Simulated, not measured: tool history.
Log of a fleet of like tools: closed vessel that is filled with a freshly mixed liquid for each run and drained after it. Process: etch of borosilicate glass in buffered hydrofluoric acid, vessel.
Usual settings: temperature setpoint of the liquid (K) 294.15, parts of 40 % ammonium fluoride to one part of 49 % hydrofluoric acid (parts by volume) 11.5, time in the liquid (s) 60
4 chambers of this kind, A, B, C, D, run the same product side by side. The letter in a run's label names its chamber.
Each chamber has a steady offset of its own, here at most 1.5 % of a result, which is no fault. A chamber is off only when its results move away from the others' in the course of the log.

| run | hour | temperature setpoint of the liquid (K) | parts of 40 % ammonium fluoride to one part of 49 % hydrofluoric acid (parts by volume) | time in the liquid (s) | hours since the thermometer was replaced | hours since the hydrofluoric acid flow meter was replaced | read-back film thickness of the borosilicate glass reference wafer, read on the same gauge (nm) | thickness taken off the borosilicate glass on a monitor wafer (angstrom) |
|---|---|---|---|---|---|---|---|---|
| 1C | 4.4 | 294.15 | 11.5 | 60 | 807.0 | 4.5 | 130.01 | 555.23 |
| 2A | 8.2 | 294.15 | 11.5 | 60 | 1601.1 | 1103.1 | 129.99 | 557.33 |
| 3B | 14.6 | 294.15 | 11.5 | 60 | 1489.9 | 227.3 | 130.00 | 552.85 |
| 4D | 18.4 | 294.15 | 11.5 | 60 | 972.1 | 929.5 | 130.00 | 566.09 |
| 5D | 22.0 | 294.15 | 11.5 | 60 | 975.7 | 933.1 | 129.98 | 559.10 |
| 6C | 26.4 | 294.15 | 11.5 | 60 | 829.0 | 26.5 | 129.99 | 549.62 |
| 7A | 30.9 | 294.15 | 11.5 | 60 | 1623.8 | 1125.8 | 129.97 | 554.43 |
| 8B | 36.0 | 297.65 | 11.5 | 60 | 1511.3 | 248.7 | 130.02 | 652.93 |
| 9A | 41.5 | 297.65 | 11.5 | 60 | 1634.4 | 1136.4 | 129.98 | 659.13 |
| 10D | 45.2 | 297.65 | 11.5 | 60 | 998.9 | 956.3 | 130.01 | 678.62 |
| 11C | 49.7 | 297.65 | 11.5 | 60 | 852.3 | 49.8 | 129.99 | 668.44 |
| 12B | 53.7 | 294.15 | 11.5 | 60 | 1529.0 | 266.4 | 129.98 | 554.79 |
| 13B | 58.7 | 294.15 | 11.5 | 60 | 1534.0 | 271.4 | 130.01 | 553.68 |
| 14A | 62.6 | 294.15 | 11.5 | 60 | 1655.5 | 1157.5 | 130.00 | 548.79 |
| 15D | 67.6 | 294.15 | 11.5 | 60 | 1021.3 | 978.7 | 129.98 | 564.08 |
| 16C | 71.3 | 294.15 | 11.5 | 60 | 873.9 | 71.4 | 129.99 | 554.06 |
| 17A | 76.6 | 296.15 | 11.5 | 60 | 1669.5 | 1171.5 | 130.02 | 609.28 |
| 18C | 80.0 | 296.15 | 11.5 | 60 | 882.6 | 80.1 | 129.99 | 617.12 |
| 19D | 85.1 | 296.15 | 11.5 | 60 | 1038.8 | 996.2 | 129.98 | 625.25 |
| 20B | 88.9 | 296.15 | 11.5 | 60 | 1564.2 | 301.6 | 129.99 | 605.05 |
| 21C | 94.6 | 294.15 | 7.0 | 70 | 897.2 | 94.7 | 130.02 | 1031.90 |
| 22A | 100.9 | 294.15 | 7.0 | 70 | 1693.8 | 1195.8 | 130.00 | 1031.10 |
| 23D | 104.8 | 294.15 | 7.0 | 70 | 1058.5 | 1015.9 | 129.97 | 1071.50 |
| 24B | 109.2 | 294.15 | 7.0 | 70 | 1584.5 | 321.9 | 129.99 | 1036.20 |
| 25C | 113.0 | 294.15 | 11.5 | 60 | 915.6 | 113.1 | 130.00 | 554.14 |
| 26A | 118.9 | 294.15 | 7.5 | 60 | 1711.8 | 1213.8 | 130.02 | 815.24 |
| 27D | 123.8 | 294.15 | 7.5 | 60 | 1077.5 | 1034.9 | 129.99 | 861.36 |
| 28B | 128.1 | 294.15 | 7.5 | 60 | 1603.4 | 340.8 | 129.98 | 832.42 |
| 29D | 133.0 | 294.15 | 7.5 | 60 | 1086.7 | 1044.1 | 130.02 | 846.93 |
| 30B | 136.5 | 294.15 | 14.0 | 90 | 1611.8 | 349.2 | 130.00 | 665.54 |
| 31A | 140.6 | 294.15 | 14.0 | 90 | 1733.5 | 1235.5 | 130.02 | 678.80 |
| 32C | 145.2 | 294.15 | 14.0 | 90 | 947.8 | 145.3 | 130.02 | 683.66 |
| 33C | 150.9 | 294.15 | 14.0 | 90 | 953.5 | 151.0 | 130.01 | 688.77 |
| 34A | 154.2 | 294.15 | 11.5 | 60 | 1747.1 | 1249.1 | 129.98 | 559.12 |
| 35B | 159.0 | 294.15 | 11.5 | 60 | 1634.3 | 371.7 | 130.00 | 546.57 |
| 36D | 162.1 | 294.15 | 11.5 | 60 | 1115.8 | 1073.2 | 130.00 | 560.29 |
| 37C | 165.1 | 294.15 | 11.5 | 45 | 967.7 | 165.2 | 129.98 | 410.93 |
| 38D | 170.4 | 294.15 | 11.5 | 45 | 1124.1 | 1081.5 | 129.98 | 427.14 |
| 39B | 174.2 | 294.15 | 11.5 | 45 | 1649.5 | 386.9 | 130.03 | 410.93 |

Is one chamber off against the others, does the gauge drift, or is nothing wrong? If a chamber is off, say which, and what the likeliest cause is.

No chamber stands off beyond its own small offset, and the gauge holds steady.

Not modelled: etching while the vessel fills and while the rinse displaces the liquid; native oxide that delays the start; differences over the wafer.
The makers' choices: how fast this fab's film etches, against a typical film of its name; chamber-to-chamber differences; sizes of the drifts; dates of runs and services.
